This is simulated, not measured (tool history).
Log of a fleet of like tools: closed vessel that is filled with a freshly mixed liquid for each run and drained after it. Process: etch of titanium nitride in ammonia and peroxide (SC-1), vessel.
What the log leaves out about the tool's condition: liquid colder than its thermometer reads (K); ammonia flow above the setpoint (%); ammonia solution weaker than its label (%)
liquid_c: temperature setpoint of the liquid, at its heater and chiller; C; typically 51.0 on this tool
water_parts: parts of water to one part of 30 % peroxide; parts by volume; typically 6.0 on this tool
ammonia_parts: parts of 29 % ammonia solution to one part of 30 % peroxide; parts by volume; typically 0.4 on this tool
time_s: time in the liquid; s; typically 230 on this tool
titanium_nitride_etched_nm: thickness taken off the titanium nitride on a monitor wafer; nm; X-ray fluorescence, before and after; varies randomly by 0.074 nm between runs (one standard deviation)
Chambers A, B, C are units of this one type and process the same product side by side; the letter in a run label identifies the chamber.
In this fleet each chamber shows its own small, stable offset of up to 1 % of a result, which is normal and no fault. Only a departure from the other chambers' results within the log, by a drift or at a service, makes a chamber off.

run   hour  liquid_c  water_parts  ammonia_parts  time_s  hours since the thermometer was replaced  hours since the ammonia flow meter was replaced  hours since the drum of ammonia solution was connected  read-back film thickness of the titanium nitride reference wafer, read on the same gauge (nm)  titanium_nitride_etched_nm
 1C    9.6      51.0          6.0            0.4     230                                    2040.7                                            298.0                                                   337.2                                                                                         119.98                     10.4050
 2A   18.8      51.0          6.0            0.4     230                                     893.1                                           1364.4                                                   265.1                                                                                         119.99                     10.3910
 3B   29.6      51.0          6.0            0.4     230                                     528.1                                            527.8                                                   159.2                                                                                         120.02                     10.5340
 4A   45.4      51.0          6.0            0.4     230                                     919.7                                           1391.0                                                   291.7                                                                                         120.02                     10.4020
 5B   52.4      51.0          6.0            0.4     230                                     550.9                                            550.6                                                   182.0                                                                                         119.99                     10.4140
 6C   62.9      51.0          6.0            0.4     230                                    2094.0                                            351.3                                                   390.5                                                                                         120.01                     10.3190
 7A   71.7      51.0          6.0            0.4     175                                     946.0                                           1417.3                                                   318.0                                                                                         119.98                      7.9315
      80.9  -- chamber A: new drum of ammonia solution connected
 8C   81.7      51.0          6.0            0.4     175                                    2112.8                                            370.1                                                   409.3                                                                                         120.00                      7.9317
 9B   88.8      51.0          6.0            0.4     175                                     587.3                                            587.0                                                   218.4                                                                                         120.00                      7.9957
10A   96.1      51.0          6.0            0.4     230                                     970.4                                           1441.7                                                    15.2                                                                                         120.00                     10.4120
11C  103.1      51.0          6.0            0.4     230                                    2134.2                                            391.5                                                   430.7                                                                                         119.99                     10.4160
12B  115.6      51.0          6.0            0.4     230                                     614.1                                            613.8                                                   245.2                                                                                         119.97                     10.2600
13A  128.8      58.5          6.0            0.4     230                                    1003.1                                           1474.4                                                    47.9                                                                                         120.02                     17.5150
14C  139.5      58.5          6.0            0.4     230                                    2170.6                                            427.9                                                   467.1                                                                                         120.01                     17.3920
15B  148.5      58.5          6.0            0.4     230                                     647.0                                            646.7                                                   278.1                                                                                         119.99                     16.7620
     157.1  -- chamber A: thermometer replaced
16A  158.6      51.0          6.0            0.4     230                                       1.6                                           1504.2                                                    77.7                                                                                         119.98                     10.4960
17C  166.4      51.0          6.0            0.4     230                                    2197.5                                            454.8                                                   494.0                                                                                         119.97                     10.4230
18B  179.0      51.0          6.0            0.4     230                                     677.5                                            677.2                                                   308.6                                                                                         120.00                     10.0230
19C  190.0      51.0          8.5            0.4     230                                    2221.1                                            478.4                                                   517.6                                                                                         120.02                      8.7607
20A  204.2      51.0          8.5            0.4     230                                      47.2                                           1549.8                                                   123.3                                                                                         120.02                      8.7830
21B  217.3      51.0          8.5            0.4     230                                     715.8                                            715.5                                                   346.9                                                                                         120.01                      8.0345
22A  230.6      51.0          6.0            0.4     230                                      73.6                                           1576.2                                                   149.7                                                                                         119.97                     10.3050
23C  240.5      51.0          6.0            0.4     230                                    2271.6                                            528.9                                                   568.1                                                                                         120.01                     10.4560

Read the log: is a single chamber off, either drifting away or since a service, is the gauge that measures every chamber drifting, or is nothing wrong beyond small per-chamber offsets? Name any odd chamber and what most likely caused it.

Little by little, chamber B moves away from the other chambers.
Cause: liquid colder than its thermometer reads (K) = 1.37.

Which of the 4 candidates below, each the usual settings with something changed and its results left as question marks, puts chamber B back in line with what the other chambers give on the usual settings?
Counts as in line when no further than this from what the other chambers average on the usual settings: titanium_nitride_etched_nm 0.2600 nm
24B-1  251.8      50.5          6.0            0.4     220                                                                                                                                                                                                                                                                             ?
24B-2  251.8      51.0          6.0            0.4     250                                                                                                                                                                                                                                                                             ?
24B-3  251.8      52.5          6.0            0.4     245                                                                                                                                                                                                                                                                             ?
24B-4  251.8      51.0          8.5            0.4     230                                                                                                                                                                                                                                                                             ?

What the other chambers average on the usual settings: titanium_nitride_etched_nm 10.4140 nm
  run  titanium_nitride_etched_nm
24B-1                      8.8030
24B-2                     10.3670
24B-3                     11.2840
24B-4                      7.9916
With 24B-2, the chamber falls back in line with the rest.

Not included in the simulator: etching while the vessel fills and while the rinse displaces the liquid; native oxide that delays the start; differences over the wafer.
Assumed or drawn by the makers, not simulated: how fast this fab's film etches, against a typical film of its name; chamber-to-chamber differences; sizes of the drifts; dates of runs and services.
